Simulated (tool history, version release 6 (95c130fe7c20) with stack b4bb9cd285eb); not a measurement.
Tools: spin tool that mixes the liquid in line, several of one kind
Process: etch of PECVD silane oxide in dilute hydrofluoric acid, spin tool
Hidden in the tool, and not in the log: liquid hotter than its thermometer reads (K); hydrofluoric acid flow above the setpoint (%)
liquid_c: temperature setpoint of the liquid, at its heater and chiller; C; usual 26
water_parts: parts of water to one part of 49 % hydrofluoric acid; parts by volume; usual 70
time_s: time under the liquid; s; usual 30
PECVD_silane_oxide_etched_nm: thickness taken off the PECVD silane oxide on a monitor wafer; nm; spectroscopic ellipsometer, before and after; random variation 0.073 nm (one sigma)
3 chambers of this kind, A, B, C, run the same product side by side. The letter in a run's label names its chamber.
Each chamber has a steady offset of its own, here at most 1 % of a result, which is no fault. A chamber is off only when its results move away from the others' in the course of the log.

run	day	liquid_c	water_parts	time_s	hours since the thermometer was replaced	hours since the hydrofluoric acid flow meter was replaced	read-back film thickness of the PECVD silane oxide reference wafer, read on the same gauge (nm)	PECVD_silane_oxide_etched_nm
1B	0.242	26	70	30	533	149.3	49.998	11.446
2C	0.512	26	70	30	835	832.9	50.002	11.419
3A	0.817	26	70	30	136.9	495.2	49.985	11.309
4B	1.158	26	70	30	555	171.3	50.016	11.447
5C	1.612	26	70	30	861.4	859.3	49.996	11.428
6A	2.1	26	70	30	167.7	526	50.007	11.474
7A	2.408	26	70	30	175.1	533.4	50.004	11.546
8C	2.783	26	70	30	889.5	887.4	49.988	11.322
9B	3.317	21.5	90	30	606.8	223.1	50.003	7.2611
10C	3.692	21.5	90	30	911.3	909.2	49.984	7.2855
11B	4.146	21.5	90	30	626.7	243	50.002	7.3262
12A	4.517	26	70	30	225.7	584	50.016	11.41
13A	4.946	26	70	30	236	594.3	50.02	11.504
14C	5.408	26	70	30	952.5	950.4	49.988	11.575
15B	5.896	26	70	30	668.7	285	50.003	11.59
16C	6.262	26	70	30	973	970.9	50.003	11.619
17B	6.767	26	70	30	689.6	305.9	50.006	11.611
18A	7.192	26	70	30	289.9	648.2	49.997	11.803
19A	7.662	26	70	20	301.2	659.5	50.009	7.8843
20B	8.188	26	70	20	723.7	340	50.012	7.5882
21C	8.433	26	70	20	1025.1	1023	50.001	7.6876
22B	8.875	26	70	30	740.2	356.5	50.003	11.411
23A	9.146	26	70	30	336.8	695.1	49.978	11.975
24C	9.667	26	70	30	1054.7	1052.6	49.992	11.504
25C	10.196	26	70	30	1067.4	1065.3	49.984	11.52
26A	10.525	26	70	30	369.9	728.2	49.988	12.251
27B	10.979	26	70	30	790.7	407	49.991	11.58
28B	11.396	26	70	30	800.7	417	50.017	11.409
29A	11.925	26	70	30	403.5	761.8	49.994	12.323
30C	12.454	26	70	45	1121.6	1119.5	50.002	17.082

All 3 chambers run these settings next. Forecast each chamber's results:
31A	12.842	26	70	25				?
31B	12.842	26	70	25				?
31C	12.842	26	70	25				?

run	PECVD_silane_oxide_etched_nm
31A	10.357
31B	9.6574
31C	9.5757
